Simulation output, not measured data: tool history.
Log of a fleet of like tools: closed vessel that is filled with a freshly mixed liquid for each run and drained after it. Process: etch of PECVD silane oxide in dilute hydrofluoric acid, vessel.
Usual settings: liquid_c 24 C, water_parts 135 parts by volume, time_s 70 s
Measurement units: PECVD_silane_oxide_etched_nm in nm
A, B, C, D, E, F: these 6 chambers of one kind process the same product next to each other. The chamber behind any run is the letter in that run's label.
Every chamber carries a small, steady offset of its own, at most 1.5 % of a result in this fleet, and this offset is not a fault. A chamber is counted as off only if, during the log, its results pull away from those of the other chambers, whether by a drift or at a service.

run,hour,liquid_c,water_parts,time_s,"read-back film thickness of the PECVD silane oxide reference wafer, read on the same gauge (nm)",PECVD_silane_oxide_etched_nm
# hour 0.2: chamber F: thermometer replaced
1C,4.5,24,135,70,59.999,17.699
2B,6.9,24,135,70,59.993,18.024
3F,9.4,24,135,70,60.006,18.01
4E,14,24,135,70,60.009,17.719
5A,16.4,24,135,70,60.02,17.872
6D,20.1,24,195,70,59.967,11.547
7B,23.3,24,195,70,59.99,11.864
8F,27.4,24,195,70,60.008,11.4
9C,32.2,24,195,70,59.969,11.747
10D,35.8,24,195,70,60.036,11.672
11E,39.7,24,195,70,60.046,11.449
12A,43.1,24,135,70,59.988,17.806
# hour 43.5: chamber A: hydrofluoric acid flow meter replaced
13E,47.8,24,135,70,59.985,17.806
14B,50.3,24,135,35,59.967,9.0897
15A,53.2,24,135,35,59.973,8.8551
16D,57.9,24,135,35,59.999,8.9254
17C,61.5,24,135,35,59.947,8.9574
18F,65.6,24,135,35,60.03,8.9529
19F,68.9,24,135,35,59.946,8.9982
20A,71.5,27.5,135,70,60.026,20.745
21B,76.2,27.5,135,70,60.015,20.755
22C,81.1,27.5,135,70,59.98,20.39
23D,83.7,27.5,135,70,60.026,20.366
# hour 84.4: chamber F: hydrofluoric acid flow meter replaced
24E,88.4,27.5,135,70,60.021,20.149
25E,90.9,27.5,135,70,60.018,20.168
26C,95.3,24,135,70,60.001,17.88
# hour 97.4: chamber E: hydrofluoric acid flow meter replaced
27B,100.2,24,135,70,59.995,18.106
28F,103.2,24,135,70,59.996,18.098
29A,105.4,24,135,70,60.01,18.008
30D,107.8,24,135,70,59.987,17.712
31B,110.4,24,135,70,60.021,17.888
32F,115,24,135,70,60.019,18.197
33D,118.6,24,135,70,59.991,17.909
34A,121.1,24,135,70,59.98,17.989
35E,125,24,135,70,60.043,17.853
36C,127.3,24,135,70,60.064,17.795
37A,131,24,135,70,60.002,18.106
38D,135.2,24,135,70,59.997,17.871

Next, every chamber runs the same settings. What will each give?
39A,138.7,24,110,70,,?
39B,138.7,24,110,70,,?
39C,138.7,24,110,70,,?
39D,138.7,24,110,70,,?
39E,138.7,24,110,70,,?
39F,138.7,24,110,70,,?

run,PECVD_silane_oxide_etched_nm
39A,22.478
39B,22.964
39C,22.73
39D,22.62
39E,22.303
39F,22.493
